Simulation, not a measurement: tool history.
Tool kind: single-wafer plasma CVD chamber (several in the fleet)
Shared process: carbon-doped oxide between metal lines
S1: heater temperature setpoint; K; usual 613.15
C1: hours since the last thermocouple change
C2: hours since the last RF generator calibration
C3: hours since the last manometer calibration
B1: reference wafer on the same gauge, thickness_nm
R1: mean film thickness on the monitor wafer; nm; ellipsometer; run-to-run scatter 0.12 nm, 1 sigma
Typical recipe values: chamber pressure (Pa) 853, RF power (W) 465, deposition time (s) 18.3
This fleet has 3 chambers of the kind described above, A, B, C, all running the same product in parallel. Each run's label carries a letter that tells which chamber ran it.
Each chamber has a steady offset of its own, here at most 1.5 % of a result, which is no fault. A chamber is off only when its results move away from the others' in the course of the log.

Run 1B, day 0.375: usual settings; C1 579.9; C2 1280.7; C3 96.9; B1 94.123. Result: R1 96.454 nm.
At day 0.483: chamber C: RF generator calibrated.
Run 2A, day 0.704: usual settings; C1 387.3; C2 435.2; C3 2047.4; B1 94.124. Result: R1 94.932 nm.
At day 1.004: chamber B: RF generator calibrated.
Run 3C, day 1.212: usual settings; C1 124.3; C2 17.6; C3 578.9; B1 94.148. Result: R1 95.811 nm.
Run 4B, day 1.821: usual settings; C1 614.6; C2 19.7; C3 131.6; B1 94.172. Result: R1 96.647 nm.
Run 5C, day 2.238: usual settings but S1 607.15 K, RF power (W) 415; C1 148.9; C2 42.2; C3 603.5; B1 94.187. Result: R1 90.013 nm.
Run 6A, day 2.717: usual settings but S1 607.15 K, RF power (W) 415; C1 435.6; C2 483.5; C3 2095.7; B1 94.202. Result: R1 89.149 nm.
Run 7C, day 3: usual settings but S1 607.15 K, RF power (W) 415; C1 167.2; C2 60.5; C3 621.8; B1 94.22. Result: R1 89.992 nm.
Run 8B, day 3.483: usual settings; C1 654.5; C2 59.6; C3 171.5; B1 94.274. Result: R1 96.47 nm.
Run 9A, day 4.1: usual settings; C1 468.8; C2 516.7; C3 2128.9; B1 94.256. Result: R1 95.133 nm.
Run 10A, day 4.646: usual settings; C1 481.9; C2 529.8; C3 2142; B1 94.303. Result: R1 95.052 nm.
Run 11C, day 5.075: usual settings; C1 217; C2 110.3; C3 671.6; B1 94.342. Result: R1 95.737 nm.
Run 12B, day 5.358: usual settings; C1 699.5; C2 104.6; C3 216.5; B1 94.385. Result: R1 96.561 nm.
Run 13C, day 5.733: usual settings; C1 232.8; C2 126.1; C3 687.4; B1 94.362. Result: R1 95.819 nm.
Run 14B, day 6.075: usual settings; C1 716.7; C2 121.8; C3 233.7; B1 94.394. Result: R1 96.835 nm.
Run 15A, day 6.604: usual settings; C1 528.9; C2 576.8; C3 2189; B1 94.411. Result: R1 95.166 nm.
Run 16A, day 7.171: usual settings; C1 542.5; C2 590.4; C3 2202.6; B1 94.433. Result: R1 95.094 nm.
Run 17B, day 7.533: usual settings; C1 751.7; C2 156.8; C3 268.7; B1 94.464. Result: R1 96.696 nm.
Run 18C, day 8.042: usual settings; C1 288.2; C2 181.5; C3 742.8; B1 94.465. Result: R1 96.076 nm.
Run 19C, day 8.479: usual settings but S1 604.15 K; C1 298.7; C2 192; C3 753.3; B1 94.519. Result: R1 98.598 nm.
Run 20B, day 8.788: usual settings but S1 604.15 K; C1 781.8; C2 186.9; C3 298.8; B1 94.539. Result: R1 99.965 nm.
Run 21A, day 9.346: usual settings but S1 604.15 K; C1 594.7; C2 642.6; C3 2254.8; B1 94.54. Result: R1 97.937 nm.
Run 22C, day 9.808: usual settings; C1 330.6; C2 223.9; C3 785.2; B1 94.554. Result: R1 96.188 nm.
Run 23B, day 10.279: usual settings; C1 817.6; C2 222.7; C3 334.6; B1 94.582. Result: R1 96.881 nm.

Is one chamber out of step, is the gauge drifting, or do the chambers differ by no more than their own small offsets? For an off chamber, give its letter and the likeliest cause.

It is the gauge, not a chamber: its drift shows up in every chamber's results at once, and no chamber is off.
Likeliest cause: gauge reads high (%) = 0.536.

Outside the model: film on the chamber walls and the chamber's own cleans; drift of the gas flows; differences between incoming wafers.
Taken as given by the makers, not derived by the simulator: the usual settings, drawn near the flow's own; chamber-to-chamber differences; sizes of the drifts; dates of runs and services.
